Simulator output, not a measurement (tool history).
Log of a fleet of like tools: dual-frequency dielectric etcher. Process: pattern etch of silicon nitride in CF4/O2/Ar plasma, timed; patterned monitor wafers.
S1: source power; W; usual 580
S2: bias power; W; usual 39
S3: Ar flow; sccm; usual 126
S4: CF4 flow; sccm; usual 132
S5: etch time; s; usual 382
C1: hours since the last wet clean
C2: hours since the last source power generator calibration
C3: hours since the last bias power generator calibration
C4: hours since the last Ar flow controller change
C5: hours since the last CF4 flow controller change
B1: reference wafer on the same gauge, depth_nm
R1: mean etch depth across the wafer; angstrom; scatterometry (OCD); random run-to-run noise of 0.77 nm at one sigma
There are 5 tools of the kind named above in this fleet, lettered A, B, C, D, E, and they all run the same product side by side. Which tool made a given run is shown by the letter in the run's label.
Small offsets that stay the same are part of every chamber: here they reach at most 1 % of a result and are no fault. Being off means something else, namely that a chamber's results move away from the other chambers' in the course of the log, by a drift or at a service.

{"run": "1A", "hour": 14.8, "S1": 580, "S2": 39, "S3": 126, "S4": 132, "S5": 382, "C1": 137.4, "C2": 1969.8, "C3": 4510.2, "C4": 343.4, "C5": 1836.8, "B1": 886.26, "R1": 7600.2}
{"run": "2B", "hour": 29.2, "S1": 580, "S2": 39, "S3": 126, "S4": 132, "S5": 382, "C1": 84.2, "C2": 1881.9, "C3": 1601.4, "C4": 3613.1, "C5": 1812.4, "B1": 886.22, "R1": 7559.3}
{"run": "3E", "hour": 36.0, "S1": 580, "S2": 39, "S3": 126, "S4": 132, "S5": 382, "C1": 95.5, "C2": 474.2, "C3": 2140.3, "C4": 1166.2, "C5": 1263.2, "B1": 886.1, "R1": 7667.6}
{"hour": 49.2, "done": "chamber B: CF4 flow controller replaced"}
{"run": "4D", "hour": 51.3, "S1": 580, "S2": 39, "S3": 126, "S4": 132, "S5": 382, "C1": 465.1, "C2": 1693.8, "C3": 433.3, "C4": 1928.5, "C5": 533.2, "B1": 886.41, "R1": 7648}
{"run": "5C", "hour": 65.7, "S1": 580, "S2": 39, "S3": 126, "S4": 132, "S5": 382, "C1": 339.5, "C2": 176.9, "C3": 471.5, "C4": 2593.4, "C5": 2074.3, "B1": 886.59, "R1": 7573}
{"run": "6D", "hour": 73.0, "S1": 450, "S2": 39, "S3": 126, "S4": 112, "S5": 382, "C1": 486.8, "C2": 1715.5, "C3": 455, "C4": 1950.2, "C5": 554.9, "B1": 886.49, "R1": 6017.3}
{"hour": 78.2, "done": "chamber D: wet clean of the chamber"}
{"run": "7A", "hour": 80.9, "S1": 450, "S2": 39, "S3": 126, "S4": 112, "S5": 382, "C1": 203.5, "C2": 2035.9, "C3": 4576.3, "C4": 409.5, "C5": 1902.9, "B1": 886.57, "R1": 5973.4}
{"run": "8E", "hour": 87.8, "S1": 450, "S2": 39, "S3": 126, "S4": 112, "S5": 382, "C1": 147.3, "C2": 526, "C3": 2192.1, "C4": 1218, "C5": 1315, "B1": 886.89, "R1": 5996}
{"run": "9B", "hour": 97.4, "S1": 450, "S2": 39, "S3": 126, "S4": 112, "S5": 382, "C1": 152.4, "C2": 1950.1, "C3": 1669.6, "C4": 3681.3, "C5": 48.3, "B1": 886.61, "R1": 5913.9}
{"run": "10C", "hour": 104.7, "S1": 450, "S2": 39, "S3": 126, "S4": 112, "S5": 382, "C1": 378.5, "C2": 215.9, "C3": 510.5, "C4": 2632.4, "C5": 2113.3, "B1": 886.82, "R1": 5925.4}
{"run": "11D", "hour": 114.4, "S1": 580, "S2": 39, "S3": 126, "S4": 132, "S5": 382, "C1": 36.3, "C2": 1756.9, "C3": 496.4, "C4": 1991.6, "C5": 596.3, "B1": 886.79, "R1": 7651.6}
{"run": "12C", "hour": 124.5, "S1": 580, "S2": 39, "S3": 126, "S4": 132, "S5": 382, "C1": 398.3, "C2": 235.7, "C3": 530.3, "C4": 2652.2, "C5": 2133.1, "B1": 887.29, "R1": 7568.3}
{"run": "13E", "hour": 133.0, "S1": 580, "S2": 39, "S3": 126, "S4": 132, "S5": 382, "C1": 192.5, "C2": 571.2, "C3": 2237.3, "C4": 1263.2, "C5": 1360.2, "B1": 886.94, "R1": 7658.7}
{"run": "14B", "hour": 144.8, "S1": 580, "S2": 39, "S3": 126, "S4": 132, "S5": 382, "C1": 199.8, "C2": 1997.5, "C3": 1717, "C4": 3728.7, "C5": 95.7, "B1": 887.06, "R1": 7567.4}
{"run": "15A", "hour": 157.6, "S1": 580, "S2": 39, "S3": 126, "S4": 132, "S5": 382, "C1": 280.2, "C2": 2112.6, "C3": 4653, "C4": 486.2, "C5": 1979.6, "B1": 887.41, "R1": 7608.6}
{"run": "16B", "hour": 170.4, "S1": 580, "S2": 39, "S3": 126, "S4": 132, "S5": 382, "C1": 225.4, "C2": 2023.1, "C3": 1742.6, "C4": 3754.3, "C5": 121.3, "B1": 887.3, "R1": 7561.8}
{"run": "17A", "hour": 177.1, "S1": 580, "S2": 39, "S3": 156, "S4": 132, "S5": 465.5, "C1": 299.7, "C2": 2132.1, "C3": 4672.5, "C4": 505.7, "C5": 1999.1, "B1": 887.31, "R1": 9024.9}
{"run": "18E", "hour": 184.5, "S1": 580, "S2": 39, "S3": 156, "S4": 132, "S5": 465.5, "C1": 244, "C2": 622.7, "C3": 2288.8, "C4": 1314.7, "C5": 1411.7, "B1": 887.52, "R1": 9078.9}
{"run": "19C", "hour": 197.8, "S1": 580, "S2": 39, "S3": 156, "S4": 132, "S5": 465.5, "C1": 471.6, "C2": 309, "C3": 603.6, "C4": 2725.5, "C5": 2206.4, "B1": 887.72, "R1": 8932.2}
{"run": "20D", "hour": 209.9, "S1": 580, "S2": 39, "S3": 156, "S4": 132, "S5": 465.5, "C1": 131.8, "C2": 1852.4, "C3": 591.9, "C4": 2087.1, "C5": 691.8, "B1": 887.7, "R1": 9066}
{"run": "21B", "hour": 222.7, "S1": 580, "S2": 39, "S3": 156, "S4": 132, "S5": 465.5, "C1": 277.7, "C2": 2075.4, "C3": 1794.9, "C4": 3806.6, "C5": 173.6, "B1": 887.51, "R1": 8942}
{"run": "22E", "hour": 235.6, "S1": 710, "S2": 39, "S3": 126, "S4": 111, "S5": 382, "C1": 295.1, "C2": 673.8, "C3": 2339.9, "C4": 1365.8, "C5": 1462.8, "B1": 888.21, "R1": 8947.9}
{"run": "23D", "hour": 243.9, "S1": 710, "S2": 39, "S3": 126, "S4": 111, "S5": 382, "C1": 165.8, "C2": 1886.4, "C3": 625.9, "C4": 2121.1, "C5": 725.8, "B1": 887.95, "R1": 8906.8}
{"run": "24A", "hour": 253.8, "S1": 710, "S2": 39, "S3": 126, "S4": 111, "S5": 382, "C1": 376.4, "C2": 2208.8, "C3": 4749.2, "C4": 582.4, "C5": 2075.8, "B1": 888.17, "R1": 8863.9}
{"hour": 264.5, "done": "chamber A: source power generator calibrated"}
{"run": "25C", "hour": 268.8, "S1": 710, "S2": 39, "S3": 126, "S4": 111, "S5": 382, "C1": 542.6, "C2": 380, "C3": 674.6, "C4": 2796.5, "C5": 2277.4, "B1": 888.34, "R1": 8805.4}
{"run": "26A", "hour": 278.1, "S1": 710, "S2": 39, "S3": 126, "S4": 111, "S5": 382, "C1": 400.7, "C2": 13.6, "C3": 4773.5, "C4": 606.7, "C5": 2100.1, "B1": 888.15, "R1": 8871.3}
{"run": "27C", "hour": 288.0, "S1": 580, "S2": 39, "S3": 126, "S4": 132, "S5": 382, "C1": 561.8, "C2": 399.2, "C3": 693.8, "C4": 2815.7, "C5": 2296.6, "B1": 888.2, "R1": 7566.8}
{"hour": 295.3, "done": "chamber C: CF4 flow controller replaced"}
{"run": "28E", "hour": 296.2, "S1": 580, "S2": 39, "S3": 126, "S4": 132, "S5": 382, "C1": 355.7, "C2": 734.4, "C3": 2400.5, "C4": 1426.4, "C5": 1523.4, "B1": 888.49, "R1": 7678.9}
{"run": "29B", "hour": 304.9, "S1": 580, "S2": 39, "S3": 126, "S4": 132, "S5": 382, "C1": 359.9, "C2": 2157.6, "C3": 1877.1, "C4": 3888.8, "C5": 255.8, "B1": 888.58, "R1": 7592.6}
{"run": "30D", "hour": 311.9, "S1": 580, "S2": 39, "S3": 126, "S4": 132, "S5": 382, "C1": 233.8, "C2": 1954.4, "C3": 693.9, "C4": 2189.1, "C5": 793.8, "B1": 888.58, "R1": 7676.2}
{"run": "31A", "hour": 326.0, "S1": 580, "S2": 46, "S3": 115, "S4": 132, "S5": 382, "C1": 448.6, "C2": 61.5, "C3": 4821.4, "C4": 654.6, "C5": 2148, "B1": 888.89, "R1": 8156.4}
{"hour": 334.4, "done": "chamber B: Ar flow controller replaced"}
{"run": "32C", "hour": 335.2, "S1": 580, "S2": 46, "S3": 115, "S4": 132, "S5": 382, "C1": 609, "C2": 446.4, "C3": 741, "C4": 2862.9, "C5": 39.9, "B1": 888.93, "R1": 8142.9}
{"run": "33E", "hour": 343.3, "S1": 580, "S2": 46, "S3": 115, "S4": 132, "S5": 382, "C1": 402.8, "C2": 781.5, "C3": 2447.6, "C4": 1473.5, "C5": 1570.5, "B1": 888.78, "R1": 8223.2}
{"run": "34B", "hour": 352.3, "S1": 580, "S2": 46, "S3": 115, "S4": 132, "S5": 382, "C1": 407.3, "C2": 2205, "C3": 1924.5, "C4": 17.9, "C5": 303.2, "B1": 888.99, "R1": 8131.4}
{"hour": 355.3, "done": "chamber C: wet clean of the chamber"}
{"run": "35D", "hour": 365.4, "S1": 580, "S2": 46, "S3": 115, "S4": 132, "S5": 382, "C1": 287.3, "C2": 2007.9, "C3": 747.4, "C4": 2242.6, "C5": 847.3, "B1": 889.05, "R1": 8239.2}
{"run": "36D", "hour": 376.3, "S1": 580, "S2": 39, "S3": 126, "S4": 132, "S5": 382, "C1": 298.2, "C2": 2018.8, "C3": 758.3, "C4": 2253.5, "C5": 858.2, "B1": 889.11, "R1": 7676.8}
{"run": "37A", "hour": 391.0, "S1": 580, "S2": 39, "S3": 126, "S4": 132, "S5": 382, "C1": 513.6, "C2": 126.5, "C3": 4886.4, "C4": 719.6, "C5": 2213, "B1": 889.35, "R1": 7629.8}
{"run": "38B", "hour": 403.4, "S1": 580, "S2": 39, "S3": 126, "S4": 132, "S5": 382, "C1": 458.4, "C2": 2256.1, "C3": 1975.6, "C4": 69, "C5": 354.3, "B1": 889.14, "R1": 7586.5}
{"run": "39C", "hour": 415.4, "S1": 580, "S2": 39, "S3": 126, "S4": 132, "S5": 382, "C1": 60.1, "C2": 526.6, "C3": 821.2, "C4": 2943.1, "C5": 120.1, "B1": 889.32, "R1": 7586.2}
{"hour": 419.6, "done": "chamber E: wet clean of the chamber"}
{"run": "40E", "hour": 426.3, "S1": 580, "S2": 39, "S3": 126, "S4": 132, "S5": 382, "C1": 6.7, "C2": 864.5, "C3": 2530.6, "C4": 1556.5, "C5": 1653.5, "B1": 889.5, "R1": 7689.3}
{"run": "41B", "hour": 436.0, "S1": 580, "S2": 39, "S3": 126, "S4": 132, "S5": 382, "C1": 491, "C2": 2288.7, "C3": 2008.2, "C4": 101.6, "C5": 386.9, "B1": 889.48, "R1": 7591.2}

Decide between three cases: one chamber stands off from its peers, the gauge reading all wafers drifts, or nothing is wrong past each chamber's small offset. Where a chamber is off, say which and what most likely put it there.

None of the chambers is off. What moves is the gauge, dragging all their readings along together.
What lies behind it: gauge reads high (%) = 0.417.
